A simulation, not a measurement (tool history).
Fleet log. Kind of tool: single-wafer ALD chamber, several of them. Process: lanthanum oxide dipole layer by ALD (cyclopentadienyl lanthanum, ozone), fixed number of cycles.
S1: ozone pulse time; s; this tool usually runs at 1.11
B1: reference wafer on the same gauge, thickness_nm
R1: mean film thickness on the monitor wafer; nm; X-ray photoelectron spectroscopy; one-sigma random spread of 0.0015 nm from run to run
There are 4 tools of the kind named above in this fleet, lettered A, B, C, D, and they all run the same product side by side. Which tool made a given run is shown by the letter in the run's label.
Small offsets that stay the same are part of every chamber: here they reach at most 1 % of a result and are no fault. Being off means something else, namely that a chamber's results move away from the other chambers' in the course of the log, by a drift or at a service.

Run 1D, hour 6.8: usual settings; B1 0.56933. Result: R1 0.5123 nm.
Run 2C, hour 13.1: usual settings; B1 0.56886. Result: R1 0.51999 nm.
Run 3A, hour 19.2: usual settings; B1 0.56917. Result: R1 0.51433 nm.
Run 4B, hour 30.9: usual settings; B1 0.56888. Result: R1 0.51317 nm.
Run 5D, hour 38.5: usual settings; B1 0.56921. Result: R1 0.51197 nm.
Run 6C, hour 46.7: usual settings; B1 0.56923. Result: R1 0.51867 nm.
Run 7A, hour 52.6: usual settings; B1 0.56897. Result: R1 0.51295 nm.
Run 8B, hour 59.8: usual settings; B1 0.56918. Result: R1 0.51119 nm.
Run 9C, hour 71.7: usual settings; B1 0.56887. Result: R1 0.52004 nm.
Run 10A, hour 81.4: usual settings but S1 1.4 s; B1 0.56906. Result: R1 0.54182 nm.
Run 11D, hour 90.6: usual settings but S1 1.4 s; B1 0.56876. Result: R1 0.53967 nm.
Run 12B, hour 98.4: usual settings but S1 1.4 s; B1 0.56884. Result: R1 0.53909 nm.
Run 13C, hour 109.6: usual settings but S1 1.4 s; B1 0.56881. Result: R1 0.5468 nm.
Run 14B, hour 118: usual settings but S1 1.38 s; B1 0.56876. Result: R1 0.53811 nm.
Run 15A, hour 128.5: usual settings but S1 1.38 s; B1 0.56906. Result: R1 0.54183 nm.
Run 16D, hour 133.6: usual settings but S1 1.38 s; B1 0.56895. Result: R1 0.53464 nm.
Run 17D, hour 144.5: usual settings but S1 1.38 s; B1 0.56878. Result: R1 0.53892 nm.
At hour 148.2: chamber D: ozone generator serviced.
Run 18B, hour 149.9: usual settings; B1 0.56921. Result: R1 0.51086 nm.
Run 19C, hour 155.8: usual settings; B1 0.56935. Result: R1 0.51568 nm.
Run 20A, hour 167.4: usual settings; B1 0.56868. Result: R1 0.51474 nm.
Run 21D, hour 176: usual settings; B1 0.56931. Result: R1 0.51517 nm.
Run 22B, hour 182.4: usual settings; B1 0.56885. Result: R1 0.50642 nm.
Run 23C, hour 193.7: usual settings; B1 0.56891. Result: R1 0.51667 nm.
Run 24A, hour 198.9: usual settings; B1 0.56901. Result: R1 0.50999 nm.
Run 25D, hour 209.5: usual settings; B1 0.56868. Result: R1 0.51291 nm.
At hour 216.4: chamber C: ozone generator serviced.
Run 26C, hour 218.6: usual settings but S1 0.91 s; B1 0.5689. Result: R1 0.48937 nm.
Run 27B, hour 224.8: usual settings but S1 0.91 s; B1 0.56882. Result: R1 0.47214 nm.
Run 28A, hour 230.4: usual settings but S1 0.91 s; B1 0.56899. Result: R1 0.48301 nm.
Run 29C, hour 241.5: usual settings but S1 0.91 s; B1 0.56926. Result: R1 0.48917 nm.
Run 30D, hour 251.5: usual settings; B1 0.56896. Result: R1 0.51259 nm.
Run 31A, hour 258.2: usual settings; B1 0.56863. Result: R1 0.51404 nm.
Run 32B, hour 266.2: usual settings; B1 0.56889. Result: R1 0.50465 nm.
Run 33D, hour 277.9: usual settings; B1 0.56913. Result: R1 0.51239 nm.
Run 34B, hour 287.4: usual settings; B1 0.56931. Result: R1 0.50425 nm.
Run 35A, hour 295.9: usual settings; B1 0.56883. Result: R1 0.50989 nm.
Run 36C, hour 303.8: usual settings; B1 0.56956. Result: R1 0.52028 nm.
Run 37D, hour 310.5: usual settings but S1 1.29 s; B1 0.56896. Result: R1 0.53022 nm.
Run 38C, hour 320.8: usual settings but S1 1.29 s; B1 0.56897. Result: R1 0.53536 nm.
Run 39A, hour 328.8: usual settings but S1 1.29 s; B1 0.56899. Result: R1 0.53156 nm.
Run 40B, hour 336.9: usual settings but S1 1.29 s; B1 0.56887. Result: R1 0.52368 nm.

Predict what each chamber gives when all 4 of them run the settings below next.
Run 41A, hour 345.4: usual settings. Result: R1 ?.
Run 41B, hour 345.4: usual settings. Result: R1 ?.
Run 41C, hour 345.4: usual settings. Result: R1 ?.
Run 41D, hour 345.4: usual settings. Result: R1 ?.

run       R1
41A  0.51302
41B  0.50025
41C  0.52286
41D  0.51203

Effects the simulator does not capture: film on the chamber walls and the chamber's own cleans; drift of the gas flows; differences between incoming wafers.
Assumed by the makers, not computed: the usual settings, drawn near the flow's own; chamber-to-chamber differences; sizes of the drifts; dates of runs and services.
